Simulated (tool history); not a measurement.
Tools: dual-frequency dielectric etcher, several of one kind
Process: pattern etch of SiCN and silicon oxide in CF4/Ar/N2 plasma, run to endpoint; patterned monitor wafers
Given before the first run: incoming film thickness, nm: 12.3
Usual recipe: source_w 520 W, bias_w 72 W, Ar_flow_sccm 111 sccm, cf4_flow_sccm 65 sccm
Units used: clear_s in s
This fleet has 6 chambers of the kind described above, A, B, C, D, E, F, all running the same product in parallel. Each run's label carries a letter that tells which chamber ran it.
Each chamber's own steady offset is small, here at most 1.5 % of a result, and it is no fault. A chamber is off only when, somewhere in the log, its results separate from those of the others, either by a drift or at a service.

{"hour": 7.2, "done": "chamber C: wet clean of the chamber"}
{"run": "1E", "hour": 7.4, "source_w": 520, "bias_w": 72, "Ar_flow_sccm": 111, "cf4_flow_sccm": 65, "clear_s": 12.858}
{"run": "2D", "hour": 11.4, "source_w": 520, "bias_w": 72, "Ar_flow_sccm": 111, "cf4_flow_sccm": 65, "clear_s": 12.948}
{"run": "3C", "hour": 17.6, "source_w": 520, "bias_w": 72, "Ar_flow_sccm": 111, "cf4_flow_sccm": 65, "clear_s": 13.114}
{"run": "4A", "hour": 23.8, "source_w": 520, "bias_w": 72, "Ar_flow_sccm": 111, "cf4_flow_sccm": 65, "clear_s": 12.881}
{"run": "5B", "hour": 27.5, "source_w": 520, "bias_w": 72, "Ar_flow_sccm": 111, "cf4_flow_sccm": 65, "clear_s": 12.903}
{"run": "6F", "hour": 32.1, "source_w": 520, "bias_w": 72, "Ar_flow_sccm": 111, "cf4_flow_sccm": 65, "clear_s": 13.136}
{"run": "7E", "hour": 38.2, "source_w": 520, "bias_w": 72, "Ar_flow_sccm": 111, "cf4_flow_sccm": 65, "clear_s": 12.862}
{"run": "8D", "hour": 42.1, "source_w": 520, "bias_w": 72, "Ar_flow_sccm": 111, "cf4_flow_sccm": 65, "clear_s": 13.053}
{"run": "9F", "hour": 47.3, "source_w": 520, "bias_w": 72, "Ar_flow_sccm": 111, "cf4_flow_sccm": 65, "clear_s": 13.066}
{"run": "10C", "hour": 52.1, "source_w": 520, "bias_w": 72, "Ar_flow_sccm": 111, "cf4_flow_sccm": 65, "clear_s": 13.06}
{"run": "11B", "hour": 55.5, "source_w": 520, "bias_w": 72, "Ar_flow_sccm": 111, "cf4_flow_sccm": 65, "clear_s": 12.889}
{"run": "12A", "hour": 63.1, "source_w": 520, "bias_w": 72, "Ar_flow_sccm": 120, "cf4_flow_sccm": 65, "clear_s": 13.048}
{"run": "13C", "hour": 69.6, "source_w": 520, "bias_w": 72, "Ar_flow_sccm": 120, "cf4_flow_sccm": 65, "clear_s": 13.222}
{"run": "14A", "hour": 76.2, "source_w": 520, "bias_w": 72, "Ar_flow_sccm": 120, "cf4_flow_sccm": 65, "clear_s": 12.987}
{"run": "15D", "hour": 80.9, "source_w": 520, "bias_w": 72, "Ar_flow_sccm": 120, "cf4_flow_sccm": 65, "clear_s": 13.135}
{"run": "16E", "hour": 88.0, "source_w": 520, "bias_w": 72, "Ar_flow_sccm": 120, "cf4_flow_sccm": 65, "clear_s": 13.117}
{"run": "17B", "hour": 92.7, "source_w": 520, "bias_w": 72, "Ar_flow_sccm": 120, "cf4_flow_sccm": 65, "clear_s": 13.121}
{"run": "18F", "hour": 99.5, "source_w": 520, "bias_w": 72, "Ar_flow_sccm": 111, "cf4_flow_sccm": 65, "clear_s": 13.085}
{"run": "19C", "hour": 105.8, "source_w": 520, "bias_w": 72, "Ar_flow_sccm": 84, "cf4_flow_sccm": 65, "clear_s": 12.515}
{"run": "20B", "hour": 110.5, "source_w": 520, "bias_w": 72, "Ar_flow_sccm": 84, "cf4_flow_sccm": 65, "clear_s": 12.29}
{"run": "21F", "hour": 117.7, "source_w": 520, "bias_w": 72, "Ar_flow_sccm": 84, "cf4_flow_sccm": 65, "clear_s": 12.509}
{"run": "22D", "hour": 121.8, "source_w": 520, "bias_w": 72, "Ar_flow_sccm": 84, "cf4_flow_sccm": 65, "clear_s": 12.568}
{"run": "23E", "hour": 125.6, "source_w": 520, "bias_w": 72, "Ar_flow_sccm": 84, "cf4_flow_sccm": 65, "clear_s": 12.357}
{"run": "24A", "hour": 132.7, "source_w": 520, "bias_w": 72, "Ar_flow_sccm": 84, "cf4_flow_sccm": 65, "clear_s": 12.35}
{"hour": 139.5, "done": "chamber B: wet clean of the chamber"}
{"run": "25C", "hour": 140.3, "source_w": 520, "bias_w": 72, "Ar_flow_sccm": 111, "cf4_flow_sccm": 65, "clear_s": 13.128}
{"run": "26B", "hour": 145.1, "source_w": 520, "bias_w": 72, "Ar_flow_sccm": 111, "cf4_flow_sccm": 65, "clear_s": 13.507}
{"run": "27D", "hour": 149.5, "source_w": 520, "bias_w": 72, "Ar_flow_sccm": 111, "cf4_flow_sccm": 65, "clear_s": 12.982}
{"run": "28F", "hour": 153.8, "source_w": 520, "bias_w": 72, "Ar_flow_sccm": 111, "cf4_flow_sccm": 65, "clear_s": 13.112}
{"run": "29A", "hour": 157.9, "source_w": 520, "bias_w": 72, "Ar_flow_sccm": 98, "cf4_flow_sccm": 65, "clear_s": 12.637}
{"hour": 158.0, "done": "chamber A: bias power generator calibrated"}
{"run": "30E", "hour": 162.9, "source_w": 520, "bias_w": 72, "Ar_flow_sccm": 98, "cf4_flow_sccm": 65, "clear_s": 12.643}
{"hour": 164.3, "done": "chamber E: wet clean of the chamber"}
{"run": "31C", "hour": 169.1, "source_w": 520, "bias_w": 72, "Ar_flow_sccm": 98, "cf4_flow_sccm": 65, "clear_s": 12.82}
{"run": "32B", "hour": 175.3, "source_w": 520, "bias_w": 72, "Ar_flow_sccm": 98, "cf4_flow_sccm": 65, "clear_s": 13.242}
{"run": "33F", "hour": 182.2, "source_w": 520, "bias_w": 72, "Ar_flow_sccm": 98, "cf4_flow_sccm": 65, "clear_s": 12.868}
{"run": "34D", "hour": 188.4, "source_w": 520, "bias_w": 72, "Ar_flow_sccm": 98, "cf4_flow_sccm": 65, "clear_s": 12.835}
{"run": "35E", "hour": 193.7, "source_w": 520, "bias_w": 72, "Ar_flow_sccm": 111, "cf4_flow_sccm": 65, "clear_s": 12.892}
{"hour": 197.1, "done": "chamber E: source power generator calibrated"}
{"run": "36A", "hour": 198.1, "source_w": 520, "bias_w": 72, "Ar_flow_sccm": 111, "cf4_flow_sccm": 65, "clear_s": 12.929}
{"run": "37E", "hour": 202.4, "source_w": 520, "bias_w": 72, "Ar_flow_sccm": 111, "cf4_flow_sccm": 65, "clear_s": 12.864}
{"run": "38C", "hour": 209.6, "source_w": 520, "bias_w": 72, "Ar_flow_sccm": 111, "cf4_flow_sccm": 65, "clear_s": 13.071}
{"run": "39A", "hour": 213.9, "source_w": 520, "bias_w": 72, "Ar_flow_sccm": 111, "cf4_flow_sccm": 65, "clear_s": 12.862}
{"run": "40B", "hour": 220.1, "source_w": 520, "bias_w": 72, "Ar_flow_sccm": 111, "cf4_flow_sccm": 65, "clear_s": 13.529}
{"run": "41D", "hour": 226.2, "source_w": 520, "bias_w": 72, "Ar_flow_sccm": 111, "cf4_flow_sccm": 65, "clear_s": 13.029}
{"run": "42F", "hour": 233.2, "source_w": 520, "bias_w": 72, "Ar_flow_sccm": 111, "cf4_flow_sccm": 65, "clear_s": 13.025}
{"run": "43E", "hour": 240.4, "source_w": 480, "bias_w": 72, "Ar_flow_sccm": 111, "cf4_flow_sccm": 65, "clear_s": 13.997}

Has any chamber moved away from the others, gradually or after a service, or does the common gauge drift, or do the chambers differ only by their own small steady offsets? State the chamber and the most likely cause if one applies.

Chamber B came out of a service off from its peers and stayed that way.
Likeliest cause: etch rate under this chamber's usual, % = 4.47.

Chamber B could run next with any of the 4 candidate recipes listed below; each alters the usual settings, and their results appear as question marks. Which one brings its results back in line with what the other chambers deliver on the usual settings?
Counts as in line when no further than this from what the other chambers average on the usual settings: clear_s 0.18 s
{"run": "44B-1", "hour": 245.8, "source_w": 480, "bias_w": 70, "Ar_flow_sccm": 113, "cf4_flow_sccm": 64, "clear_s": "?"}
{"run": "44B-2", "hour": 245.8, "source_w": 560, "bias_w": 74, "Ar_flow_sccm": 109, "cf4_flow_sccm": 66, "clear_s": "?"}
{"run": "44B-3", "hour": 245.8, "source_w": 500, "bias_w": 72, "Ar_flow_sccm": 111, "cf4_flow_sccm": 65, "clear_s": "?"}
{"run": "44B-4", "hour": 245.8, "source_w": 540, "bias_w": 73, "Ar_flow_sccm": 110, "cf4_flow_sccm": 65, "clear_s": "?"}

On the usual settings, the other chambers give on average: clear_s 13.011 s
run=44B-1 clear_s=14.701
run=44B-2 clear_s=12.461
run=44B-3 clear_s=13.971
run=44B-4 clear_s=12.976
Change 44B-4 lands the chamber within the allowed miss of the other chambers.

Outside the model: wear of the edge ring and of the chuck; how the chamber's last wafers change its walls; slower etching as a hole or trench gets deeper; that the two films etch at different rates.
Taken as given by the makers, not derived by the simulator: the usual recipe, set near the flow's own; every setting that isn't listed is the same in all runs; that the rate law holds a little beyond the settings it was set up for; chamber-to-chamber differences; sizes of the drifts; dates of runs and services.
